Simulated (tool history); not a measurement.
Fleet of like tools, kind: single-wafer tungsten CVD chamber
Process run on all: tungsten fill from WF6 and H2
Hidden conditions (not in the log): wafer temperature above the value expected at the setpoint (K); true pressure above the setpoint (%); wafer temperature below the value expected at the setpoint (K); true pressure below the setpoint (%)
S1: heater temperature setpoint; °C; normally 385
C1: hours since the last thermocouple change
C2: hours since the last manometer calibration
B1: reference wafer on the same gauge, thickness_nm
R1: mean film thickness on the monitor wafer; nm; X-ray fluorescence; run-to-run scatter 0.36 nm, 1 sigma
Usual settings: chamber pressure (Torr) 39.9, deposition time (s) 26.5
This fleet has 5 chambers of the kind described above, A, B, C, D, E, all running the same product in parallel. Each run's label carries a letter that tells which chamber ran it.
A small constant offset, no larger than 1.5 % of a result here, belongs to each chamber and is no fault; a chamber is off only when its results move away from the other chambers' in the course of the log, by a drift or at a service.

Run 1D, hour 5.3: usual settings; C1 1918.2; C2 658.0; B1 60.867. Result: R1 66.962 nm.
Run 2A, hour 11.5: usual settings; C1 2495.3; C2 178.8; B1 60.699. Result: R1 66.030 nm.
Run 3E, hour 18.3: usual settings; C1 1856.6; C2 1307.0; B1 60.751. Result: R1 66.940 nm.
Run 4B, hour 22.7: usual settings; C1 631.0; C2 734.4; B1 60.835. Result: R1 66.661 nm.
Run 5C, hour 26.1: usual settings; C1 1111.9; C2 1587.1; B1 60.704. Result: R1 66.713 nm.
Run 6E, hour 29.3: usual settings; C1 1867.6; C2 1318.0; B1 60.834. Result: R1 66.944 nm.
Run 7D, hour 32.3: usual settings; C1 1945.2; C2 685.0; B1 60.794. Result: R1 67.235 nm.
Run 8C, hour 38.9: usual settings; C1 1124.7; C2 1599.9; B1 60.878. Result: R1 67.161 nm.
Run 9A, hour 42.0: usual settings; C1 2525.8; C2 209.3; B1 60.843. Result: R1 66.135 nm.
Run 10B, hour 46.9: usual settings but S1 392 °C, deposition time (s) 28.9; C1 655.2; C2 758.6; B1 60.749. Result: R1 83.177 nm.
Run 11A, hour 50.1: usual settings but S1 392 °C, deposition time (s) 28.9; C1 2533.9; C2 217.4; B1 60.833. Result: R1 81.980 nm.
Run 12C, hour 55.0: usual settings but S1 392 °C, deposition time (s) 28.9; C1 1140.8; C2 1616.0; B1 60.799. Result: R1 84.661 nm.
Run 13D, hour 58.7: usual settings but S1 392 °C, deposition time (s) 28.9; C1 1971.6; C2 711.4; B1 60.799. Result: R1 83.265 nm.
Run 14B, hour 63.7: usual settings but S1 392 °C, deposition time (s) 28.9; C1 672.0; C2 775.4; B1 60.883. Result: R1 83.258 nm.
Run 15E, hour 70.4: usual settings; C1 1908.7; C2 1359.1; B1 60.803. Result: R1 66.893 nm.
Run 16C, hour 73.7: usual settings; C1 1159.5; C2 1634.7; B1 60.770. Result: R1 66.183 nm.
Run 17B, hour 76.7: usual settings; C1 685.0; C2 788.4; B1 60.760. Result: R1 66.935 nm.
Run 18D, hour 80.9: usual settings; C1 1993.8; C2 733.6; B1 60.819. Result: R1 66.712 nm.
Run 19A, hour 85.7: usual settings; C1 2569.5; C2 253.0; B1 60.720. Result: R1 65.762 nm.
Run 20E, hour 88.9: usual settings but deposition time (s) 30.3; C1 1927.2; C2 1377.6; B1 60.782. Result: R1 76.421 nm.
Run 21C, hour 94.4: usual settings but deposition time (s) 30.3; C1 1180.2; C2 1655.4; B1 60.829. Result: R1 76.236 nm.
Run 22B, hour 98.8: usual settings but deposition time (s) 30.3; C1 707.1; C2 810.5; B1 60.794. Result: R1 77.060 nm.
Run 23D, hour 102.9: usual settings but deposition time (s) 30.3; C1 2015.8; C2 755.6; B1 60.798. Result: R1 76.566 nm.
Run 24A, hour 107.4: usual settings but deposition time (s) 30.3; C1 2591.2; C2 274.7; B1 60.735. Result: R1 75.624 nm.
Run 25E, hour 112.6: usual settings but chamber pressure (Torr) 31.1, deposition time (s) 24.2; C1 1950.9; C2 1401.3; B1 60.807. Result: R1 54.330 nm.
Run 26C, hour 119.4: usual settings but chamber pressure (Torr) 31.1, deposition time (s) 24.2; C1 1205.2; C2 1680.4; B1 60.820. Result: R1 54.353 nm.
Run 27D, hour 123.7: usual settings but chamber pressure (Torr) 31.1, deposition time (s) 24.2; C1 2036.6; C2 776.4; B1 60.803. Result: R1 54.467 nm.
Run 28E, hour 127.8: usual settings but chamber pressure (Torr) 31.1, deposition time (s) 24.2; C1 1966.1; C2 1416.5; B1 60.776. Result: R1 54.070 nm.
Run 29A, hour 132.2: usual settings but chamber pressure (Torr) 31.1, deposition time (s) 24.2; C1 2616.0; C2 299.5; B1 60.840. Result: R1 52.704 nm.
Run 30B, hour 136.3: usual settings; C1 744.6; C2 848.0; B1 60.721. Result: R1 69.202 nm.
Run 31E, hour 142.3: usual settings; C1 1980.6; C2 1431.0; B1 60.764. Result: R1 66.968 nm.
Run 32B, hour 146.1: usual settings; C1 754.4; C2 857.8; B1 60.824. Result: R1 69.500 nm.
At hour 146.3: chamber D: thermocouple changed; heater temperature recalibrated.
Run 33A, hour 150.0: usual settings; C1 2633.8; C2 317.3; B1 60.852. Result: R1 66.480 nm.
Run 34C, hour 153.0: usual settings; C1 1238.8; C2 1714.0; B1 60.824. Result: R1 67.144 nm.
Run 35D, hour 158.9: usual settings; C1 12.7; C2 811.6; B1 60.802. Result: R1 66.841 nm.
Run 36C, hour 163.2: usual settings; C1 1249.0; C2 1724.2; B1 60.786. Result: R1 66.245 nm.

What goes on in this fleet: one chamber off, a drifting gauge, or nothing beyond the chambers' own small offsets? Name the chamber and the cause, if any.

One chamber, B, drifts off from the rest bit by bit.
Likeliest cause: wafer temperature above the value expected at the setpoint (K) = 3.2.

Here are 4 candidates for chamber B's next run, each the usual settings with a change, their results left as question marks. Which one brings its results back in line with what the others give on the usual settings?
Allowed miss from the other chambers' usual-settings mean, per result, to count as in line: R1 1.300 nm
Run 37B-1, hour 168.1: usual settings but deposition time (s) 24.9. Result: R1 ?.
Run 37B-2, hour 168.1: usual settings but S1 388 °C, chamber pressure (Torr) 40.8, deposition time (s) 27.4. Result: R1 ?.
Run 37B-3, hour 168.1: usual settings but S1 387 °C, chamber pressure (Torr) 40.4, deposition time (s) 27.0. Result: R1 ?.
Run 37B-4, hour 168.1: usual settings but deposition time (s) 23.7. Result: R1 ?.

Usual-settings mean across the other chambers: R1 66.618 nm
  run      R1
37B-1  66.308
37B-2  78.128
37B-3  75.200
37B-4  63.099
37B-1 brings the chamber back in line.
